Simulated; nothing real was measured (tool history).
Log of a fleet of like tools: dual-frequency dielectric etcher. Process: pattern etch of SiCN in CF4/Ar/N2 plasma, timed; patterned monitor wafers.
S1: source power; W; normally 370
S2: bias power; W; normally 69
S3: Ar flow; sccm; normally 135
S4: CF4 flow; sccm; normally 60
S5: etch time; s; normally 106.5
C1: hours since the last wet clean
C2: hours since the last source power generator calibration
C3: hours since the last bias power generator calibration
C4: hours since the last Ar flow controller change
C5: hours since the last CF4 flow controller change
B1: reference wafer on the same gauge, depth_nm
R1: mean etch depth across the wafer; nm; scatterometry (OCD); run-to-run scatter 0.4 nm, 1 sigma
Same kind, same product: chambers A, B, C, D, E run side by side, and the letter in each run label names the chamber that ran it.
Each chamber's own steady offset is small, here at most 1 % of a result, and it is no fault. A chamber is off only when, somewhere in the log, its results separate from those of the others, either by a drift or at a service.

Run 1E, hour 8.4: usual settings; C1 131.6; C2 1730.4; C3 1689.1; C4 2008.4; C5 2463.5; B1 81.711. Result: R1 70.111 nm.
Run 2D, hour 16.2: usual settings; C1 348.5; C2 1886.5; C3 3668.0; C4 801.2; C5 3282.6; B1 81.680. Result: R1 70.929 nm.
Run 3C, hour 26.3: usual settings; C1 417.2; C2 1368.4; C3 1074.2; C4 1603.2; C5 2158.2; B1 81.728. Result: R1 70.834 nm.
Run 4A, hour 34.5: usual settings; C1 328.4; C2 1524.5; C3 144.3; C4 37.2; C5 3363.4; B1 81.784. Result: R1 69.954 nm.
Run 5B, hour 41.9: usual settings; C1 285.7; C2 308.3; C3 592.3; C4 1693.6; C5 990.1; B1 81.775. Result: R1 70.552 nm.
At hour 45.3: chamber A: wet clean of the chamber.
Run 6C, hour 51.7: usual settings but S1 300 W; C1 442.6; C2 1393.8; C3 1099.6; C4 1628.6; C5 2183.6; B1 81.740. Result: R1 58.933 nm.
At hour 57.9: chamber E: CF4 flow controller replaced.
Run 7E, hour 59.1: usual settings but S1 300 W; C1 182.3; C2 1781.1; C3 1739.8; C4 2059.1; C5 1.2; B1 81.750. Result: R1 59.125 nm.
Run 8D, hour 69.2: usual settings but S1 300 W; C1 401.5; C2 1939.5; C3 3721.0; C4 854.2; C5 3335.6; B1 81.716. Result: R1 59.364 nm.
Run 9B, hour 78.5: usual settings but S1 300 W; C1 322.3; C2 344.9; C3 628.9; C4 1730.2; C5 1026.7; B1 81.822. Result: R1 59.049 nm.
At hour 83.2: chamber D: wet clean of the chamber.
Run 10A, hour 88.2: usual settings but S1 300 W; C1 42.9; C2 1578.2; C3 198.0; C4 90.9; C5 3417.1; B1 81.716. Result: R1 58.429 nm.
At hour 91.0: chamber B: wet clean of the chamber.
Run 11B, hour 93.3: usual settings; C1 2.4; C2 359.7; C3 643.7; C4 1745.0; C5 1041.5; B1 81.772. Result: R1 71.356 nm.
At hour 99.7: chamber C: wet clean of the chamber.
Run 12C, hour 102.2: usual settings; C1 2.5; C2 1444.3; C3 1150.1; C4 1679.1; C5 2234.1; B1 81.699. Result: R1 72.670 nm.
Run 13A, hour 110.6: usual settings; C1 65.3; C2 1600.6; C3 220.4; C4 113.3; C5 3439.5; B1 81.698. Result: R1 70.881 nm.
Run 14D, hour 115.3: usual settings; C1 32.2; C2 1985.6; C3 3767.1; C4 900.3; C5 3381.7; B1 81.794. Result: R1 70.937 nm.
Run 15E, hour 123.4: usual settings; C1 246.6; C2 1845.4; C3 1804.1; C4 2123.4; C5 65.5; B1 81.814. Result: R1 70.929 nm.
Run 16C, hour 129.5: usual settings but S1 440 W; C1 29.8; C2 1471.6; C3 1177.4; C4 1706.4; C5 2261.4; B1 81.790. Result: R1 85.668 nm.
Run 17A, hour 136.8: usual settings but S1 440 W; C1 91.5; C2 1626.8; C3 246.6; C4 139.5; C5 3465.7; B1 81.743. Result: R1 82.692 nm.
Run 18E, hour 145.4: usual settings but S1 440 W; C1 268.6; C2 1867.4; C3 1826.1; C4 2145.4; C5 87.5; B1 81.934. Result: R1 81.362 nm.
Run 19B, hour 149.9: usual settings but S1 440 W; C1 59.0; C2 416.3; C3 700.3; C4 1801.6; C5 1098.1; B1 81.804. Result: R1 81.792 nm.
Run 20D, hour 159.2: usual settings but S1 440 W; C1 76.1; C2 2029.5; C3 3811.0; C4 944.2; C5 3425.6; B1 81.763. Result: R1 82.116 nm.
Run 21C, hour 169.2: usual settings; C1 69.5; C2 1511.3; C3 1217.1; C4 1746.1; C5 2301.1; B1 81.859. Result: R1 73.307 nm.
Run 22B, hour 178.4: usual settings; C1 87.5; C2 444.8; C3 728.8; C4 1830.1; C5 1126.6; B1 81.972. Result: R1 71.100 nm.
Run 23A, hour 185.3: usual settings; C1 140.0; C2 1675.3; C3 295.1; C4 188.0; C5 3514.2; B1 81.854. Result: R1 70.304 nm.
Run 24E, hour 192.8: usual settings but S4 70 sccm; C1 316.0; C2 1914.8; C3 1873.5; C4 2192.8; C5 134.9; B1 81.873. Result: R1 72.424 nm.
Run 25D, hour 198.2: usual settings but S4 70 sccm; C1 115.1; C2 2068.5; C3 3850.0; C4 983.2; C5 3464.6; B1 81.859. Result: R1 72.185 nm.
Run 26E, hour 203.8: usual settings but S4 70 sccm; C1 327.0; C2 1925.8; C3 1884.5; C4 2203.8; C5 145.9; B1 81.827. Result: R1 72.456 nm.
Run 27C, hour 211.8: usual settings but S4 70 sccm; C1 112.1; C2 1553.9; C3 1259.7; C4 1788.7; C5 2343.7; B1 81.750. Result: R1 74.120 nm.
Run 28A, hour 221.6: usual settings but S4 70 sccm; C1 176.3; C2 1711.6; C3 331.4; C4 224.3; C5 3550.5; B1 81.820. Result: R1 71.819 nm.
Run 29D, hour 227.4: usual settings; C1 144.3; C2 2097.7; C3 3879.2; C4 1012.4; C5 3493.8; B1 81.911. Result: R1 70.376 nm.
Run 30B, hour 232.8: usual settings; C1 141.9; C2 499.2; C3 783.2; C4 1884.5; C5 1181.0; B1 81.812. Result: R1 70.449 nm.
Run 31A, hour 241.3: usual settings but S4 54 sccm; C1 196.0; C2 1731.3; C3 351.1; C4 244.0; C5 3570.2; B1 81.862. Result: R1 68.696 nm.
Run 32B, hour 250.9: usual settings but S4 54 sccm; C1 160.0; C2 517.3; C3 801.3; C4 1902.6; C5 1199.1; B1 81.847. Result: R1 69.584 nm.
Run 33D, hour 255.7: usual settings but S4 54 sccm; C1 172.6; C2 2126.0; C3 3907.5; C4 1040.7; C5 3522.1; B1 81.846. Result: R1 70.779 nm.
Run 34C, hour 263.8: usual settings but S4 54 sccm; C1 164.1; C2 1605.9; C3 1311.7; C4 1840.7; C5 2395.7; B1 81.707. Result: R1 71.934 nm.
Run 35E, hour 272.8: usual settings but S4 54 sccm; C1 396.0; C2 1994.8; C3 1953.5; C4 2272.8; C5 214.9; B1 81.876. Result: R1 69.690 nm.

All 5 chambers run these settings next. Forecast each chamber's results:
Run 36A, hour 280.1: usual settings but S4 68 sccm. Result: R1 ?.
Run 36B, hour 280.1: usual settings but S4 68 sccm. Result: R1 ?.
Run 36C, hour 280.1: usual settings but S4 68 sccm. Result: R1 ?.
Run 36D, hour 280.1: usual settings but S4 68 sccm. Result: R1 ?.
Run 36E, hour 280.1: usual settings but S4 68 sccm. Result: R1 ?.

run      R1
36A  72.028
36B  72.284
36C  74.623
36D  73.049
36E  72.454
